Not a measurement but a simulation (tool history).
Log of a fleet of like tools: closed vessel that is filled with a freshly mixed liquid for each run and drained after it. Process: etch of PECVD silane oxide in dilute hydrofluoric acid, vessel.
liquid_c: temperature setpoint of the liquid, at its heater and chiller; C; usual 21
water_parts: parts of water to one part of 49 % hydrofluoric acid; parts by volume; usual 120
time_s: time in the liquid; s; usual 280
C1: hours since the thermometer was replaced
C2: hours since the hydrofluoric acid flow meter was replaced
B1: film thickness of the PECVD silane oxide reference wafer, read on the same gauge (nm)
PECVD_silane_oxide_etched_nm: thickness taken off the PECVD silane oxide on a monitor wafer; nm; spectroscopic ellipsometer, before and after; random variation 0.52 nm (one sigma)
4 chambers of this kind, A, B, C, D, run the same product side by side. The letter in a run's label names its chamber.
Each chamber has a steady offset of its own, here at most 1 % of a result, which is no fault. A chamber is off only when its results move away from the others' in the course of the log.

run 1A hour=6.1 | liquid_c=21 water_parts=120 time_s=280 | C1=132.1 C2=95.8 | B1=149.99 | PECVD_silane_oxide_etched_nm=54.842
run 2C hour=11.9 | liquid_c=21 water_parts=120 time_s=280 | C1=81.3 C2=599.6 | B1=150.02 | PECVD_silane_oxide_etched_nm=54.797
run 3B hour=17.6 | liquid_c=21 water_parts=120 time_s=280 | C1=477.0 C2=1267.9 | B1=150.00 | PECVD_silane_oxide_etched_nm=55.213
run 4D hour=25.7 | liquid_c=21 water_parts=120 time_s=280 | C1=571.5 C2=940.3 | B1=149.99 | PECVD_silane_oxide_etched_nm=55.157
-- hour=27.3 chamber D: thermometer replaced
run 5A hour=32.9 | liquid_c=21 water_parts=120 time_s=280 | C1=158.9 C2=122.6 | B1=150.01 | PECVD_silane_oxide_etched_nm=54.353
run 6D hour=41.2 | liquid_c=21 water_parts=120 time_s=280 | C1=13.9 C2=955.8 | B1=150.01 | PECVD_silane_oxide_etched_nm=55.270
run 7B hour=51.0 | liquid_c=21 water_parts=120 time_s=280 | C1=510.4 C2=1301.3 | B1=149.99 | PECVD_silane_oxide_etched_nm=55.245
run 8C hour=57.6 | liquid_c=21 water_parts=120 time_s=280 | C1=127.0 C2=645.3 | B1=149.99 | PECVD_silane_oxide_etched_nm=54.279
run 9C hour=66.8 | liquid_c=21 water_parts=120 time_s=280 | C1=136.2 C2=654.5 | B1=150.00 | PECVD_silane_oxide_etched_nm=54.444
run 10B hour=75.1 | liquid_c=17 water_parts=90 time_s=280 | C1=534.5 C2=1325.4 | B1=149.99 | PECVD_silane_oxide_etched_nm=63.451
run 11D hour=80.4 | liquid_c=17 water_parts=90 time_s=280 | C1=53.1 C2=995.0 | B1=149.98 | PECVD_silane_oxide_etched_nm=64.292
run 12A hour=88.4 | liquid_c=17 water_parts=90 time_s=280 | C1=214.4 C2=178.1 | B1=150.01 | PECVD_silane_oxide_etched_nm=63.222
run 13A hour=94.0 | liquid_c=17 water_parts=90 time_s=280 | C1=220.0 C2=183.7 | B1=149.99 | PECVD_silane_oxide_etched_nm=63.219
run 14B hour=101.2 | liquid_c=21 water_parts=120 time_s=280 | C1=560.6 C2=1351.5 | B1=150.01 | PECVD_silane_oxide_etched_nm=55.466
run 15D hour=106.6 | liquid_c=21 water_parts=120 time_s=125 | C1=79.3 C2=1021.2 | B1=150.01 | PECVD_silane_oxide_etched_nm=24.653
run 16C hour=113.4 | liquid_c=21 water_parts=120 time_s=125 | C1=182.8 C2=701.1 | B1=150.01 | PECVD_silane_oxide_etched_nm=25.043
run 17D hour=120.7 | liquid_c=21 water_parts=120 time_s=125 | C1=93.4 C2=1035.3 | B1=150.01 | PECVD_silane_oxide_etched_nm=24.172
run 18A hour=131.5 | liquid_c=21 water_parts=120 time_s=125 | C1=257.5 C2=221.2 | B1=149.99 | PECVD_silane_oxide_etched_nm=25.272
run 19C hour=138.9 | liquid_c=21 water_parts=120 time_s=280 | C1=208.3 C2=726.6 | B1=150.01 | PECVD_silane_oxide_etched_nm=54.737
run 20B hour=147.1 | liquid_c=21 water_parts=120 time_s=280 | C1=606.5 C2=1397.4 | B1=149.99 | PECVD_silane_oxide_etched_nm=53.728
run 21B hour=158.0 | liquid_c=21 water_parts=120 time_s=280 | C1=617.4 C2=1408.3 | B1=149.99 | PECVD_silane_oxide_etched_nm=55.363
run 22A hour=168.3 | liquid_c=21 water_parts=120 time_s=280 | C1=294.3 C2=258.0 | B1=150.01 | PECVD_silane_oxide_etched_nm=57.185
run 23D hour=174.2 | liquid_c=21 water_parts=120 time_s=280 | C1=146.9 C2=1088.8 | B1=149.98 | PECVD_silane_oxide_etched_nm=54.645
run 24C hour=185.0 | liquid_c=21 water_parts=120 time_s=280 | C1=254.4 C2=772.7 | B1=150.00 | PECVD_silane_oxide_etched_nm=56.040
run 25C hour=193.1 | liquid_c=21 water_parts=120 time_s=280 | C1=262.5 C2=780.8 | B1=150.00 | PECVD_silane_oxide_etched_nm=54.093
run 26D hour=202.4 | liquid_c=21 water_parts=145 time_s=425 | C1=175.1 C2=1117.0 | B1=150.01 | PECVD_silane_oxide_etched_nm=67.278
run 27B hour=207.8 | liquid_c=21 water_parts=145 time_s=425 | C1=667.2 C2=1458.1 | B1=150.00 | PECVD_silane_oxide_etched_nm=67.554
run 28A hour=215.0 | liquid_c=21 water_parts=145 time_s=425 | C1=341.0 C2=304.7 | B1=150.00 | PECVD_silane_oxide_etched_nm=73.253
run 29B hour=220.1 | liquid_c=21 water_parts=145 time_s=425 | C1=679.5 C2=1470.4 | B1=149.98 | PECVD_silane_oxide_etched_nm=67.114
run 30C hour=230.1 | liquid_c=21 water_parts=120 time_s=280 | C1=299.5 C2=817.8 | B1=150.01 | PECVD_silane_oxide_etched_nm=54.944
run 31D hour=240.7 | liquid_c=21 water_parts=120 time_s=280 | C1=213.4 C2=1155.3 | B1=150.00 | PECVD_silane_oxide_etched_nm=54.618
run 32A hour=246.3 | liquid_c=21 water_parts=120 time_s=280 | C1=372.3 C2=336.0 | B1=149.99 | PECVD_silane_oxide_etched_nm=60.085
run 33D hour=253.1 | liquid_c=21 water_parts=120 time_s=280 | C1=225.8 C2=1167.7 | B1=150.02 | PECVD_silane_oxide_etched_nm=54.891

Is one chamber off against the others, does the gauge drift, or is nothing wrong? If a chamber is off, say which, and what the likeliest cause is.

Chamber A drifts away from the others.
Cause: hydrofluoric acid flow above the setpoint (%) = 11.7.

Here are 4 candidates for chamber A's next run, each the usual settings with a change, their results left as question marks. Which one brings its results back in line with what the others give on the usual settings?
In line means no further than this from the other chambers' mean on the usual settings: PECVD_silane_oxide_etched_nm 1.800 nm
run 34A-1 hour=261.1 | liquid_c=21.0 water_parts=125 time_s=260 | PECVD_silane_oxide_etched_nm=?
run 34A-2 hour=261.1 | liquid_c=22.5 water_parts=120 time_s=280 | PECVD_silane_oxide_etched_nm=?
run 34A-3 hour=261.1 | liquid_c=21.0 water_parts=125 time_s=280 | PECVD_silane_oxide_etched_nm=?
run 34A-4 hour=261.1 | liquid_c=21.0 water_parts=115 time_s=300 | PECVD_silane_oxide_etched_nm=?

The other chambers' mean on the usual settings: PECVD_silane_oxide_etched_nm 54.918 nm
run=34A-1 PECVD_silane_oxide_etched_nm=54.785
run=34A-2 PECVD_silane_oxide_etched_nm=65.645
run=34A-3 PECVD_silane_oxide_etched_nm=58.999
run=34A-4 PECVD_silane_oxide_etched_nm=69.363
34A-1 brings the chamber back in line.
